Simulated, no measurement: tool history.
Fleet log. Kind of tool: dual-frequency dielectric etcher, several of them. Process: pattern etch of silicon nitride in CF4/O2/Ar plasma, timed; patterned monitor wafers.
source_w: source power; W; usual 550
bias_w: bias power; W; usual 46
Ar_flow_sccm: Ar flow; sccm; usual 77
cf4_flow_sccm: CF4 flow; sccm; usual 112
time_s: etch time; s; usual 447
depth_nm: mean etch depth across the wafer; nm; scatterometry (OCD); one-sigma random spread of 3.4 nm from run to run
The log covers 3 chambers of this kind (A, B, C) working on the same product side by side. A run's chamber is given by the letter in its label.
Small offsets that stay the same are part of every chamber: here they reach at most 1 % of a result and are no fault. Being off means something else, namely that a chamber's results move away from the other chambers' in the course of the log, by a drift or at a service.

run,hour,source_w,bias_w,Ar_flow_sccm,cf4_flow_sccm,time_s,"read-back reference wafer on the same gauge, depth_nm",depth_nm
1C,3.6,550,46,77,112,447,774.53,933.85
2B,8.0,550,46,77,112,447,775.51,936.97
3A,12.9,550,46,77,112,447,775.87,933.70
4B,17.0,550,46,77,112,447,774.31,928.92
5A,19.6,550,46,77,112,447,775.28,936.02
6C,25.1,550,46,77,112,447,775.12,925.35
7B,27.8,550,46,77,112,447,775.84,934.31
8C,30.7,550,46,77,112,447,773.72,928.66
9A,35.8,550,46,77,112,447,775.28,942.49
10B,38.7,550,46,77,112,447,774.79,931.18
11C,43.4,550,46,83,112,355,774.96,732.42
12A,47.7,550,46,83,112,355,774.71,743.99
13A,50.6,550,46,83,112,355,774.71,745.79
14B,56.3,550,46,77,112,447,775.68,925.72
15C,59.5,550,46,77,112,447,775.47,934.54
16A,64.7,500,46,77,112,447,775.05,869.97
# hour 69.4: chamber C: Ar flow controller replaced
17B,70.6,500,46,77,112,447,774.55,857.39
18C,74.9,500,46,77,112,447,774.43,862.16
19C,79.6,550,46,77,112,447,775.22,930.57
20B,82.2,550,46,77,112,447,775.53,927.79
21A,88.2,550,46,77,95,447,775.69,928.87
22C,91.8,550,46,77,95,447,774.42,908.18
23A,96.9,550,46,77,95,447,775.62,930.83
24B,99.8,550,46,77,112,447,775.01,931.04
25C,105.3,550,46,77,112,447,774.42,922.69
26A,108.1,550,46,77,112,447,774.92,949.50
27B,112.8,620,57,77,112,447,774.93,1120.70
28C,117.5,620,57,77,112,447,775.45,1111.00
# hour 118.4: chamber B: wet clean of the chamber
29B,121.5,620,57,77,112,447,774.76,1120.70
30A,124.3,550,46,66,112,447,774.78,970.53
31C,128.6,550,46,66,112,447,774.59,943.68
32B,134.0,550,46,66,112,447,774.99,951.80
33A,137.9,550,46,77,112,447,775.73,956.69
34B,143.1,550,46,77,112,447,773.76,926.11
35A,146.0,550,46,66,112,327,775.54,713.12
36C,150.9,550,46,66,112,327,774.17,691.23
37C,155.6,550,46,66,112,327,775.63,690.56
38B,159.2,550,46,77,112,447,775.48,928.00
39A,165.1,550,46,77,112,447,775.61,958.80
40B,170.5,550,46,77,112,447,774.59,932.00
41C,174.9,550,46,77,112,447,774.48,930.04

Has any chamber moved away from the others, gradually or after a service, or does the common gauge drift, or do the chambers differ only by their own small steady offsets? State the chamber and the most likely cause if one applies.

Little by little, chamber A moves away from the other chambers.
Cause: source power that arrives over what is set, % = 2.57.
The log may not tell that from: etch rate over this chamber's usual, %.

Here are 4 candidates for chamber A's next run, each the usual settings with a change, their results left as question marks. Which one brings its results back in line with what the others give on the usual settings?
Allowed miss from the other chambers' usual-settings mean, per result, to count as in line: depth_nm 12.00 nm
42A-1,179.2,550,45,77,112,423.0,,?
42A-2,179.2,550,46,77,112,432.5,,?
42A-3,179.2,560,46,77,112,465.0,,?
42A-4,179.2,560,46,77,112,456.0,,?

The other chambers' mean on the usual settings: depth_nm 930.13 nm
run,depth_nm
42A-1,901.66
42A-2,929.06
42A-3,1015.10
42A-4,995.41
42A-2 puts the chamber back in line with the other chambers.

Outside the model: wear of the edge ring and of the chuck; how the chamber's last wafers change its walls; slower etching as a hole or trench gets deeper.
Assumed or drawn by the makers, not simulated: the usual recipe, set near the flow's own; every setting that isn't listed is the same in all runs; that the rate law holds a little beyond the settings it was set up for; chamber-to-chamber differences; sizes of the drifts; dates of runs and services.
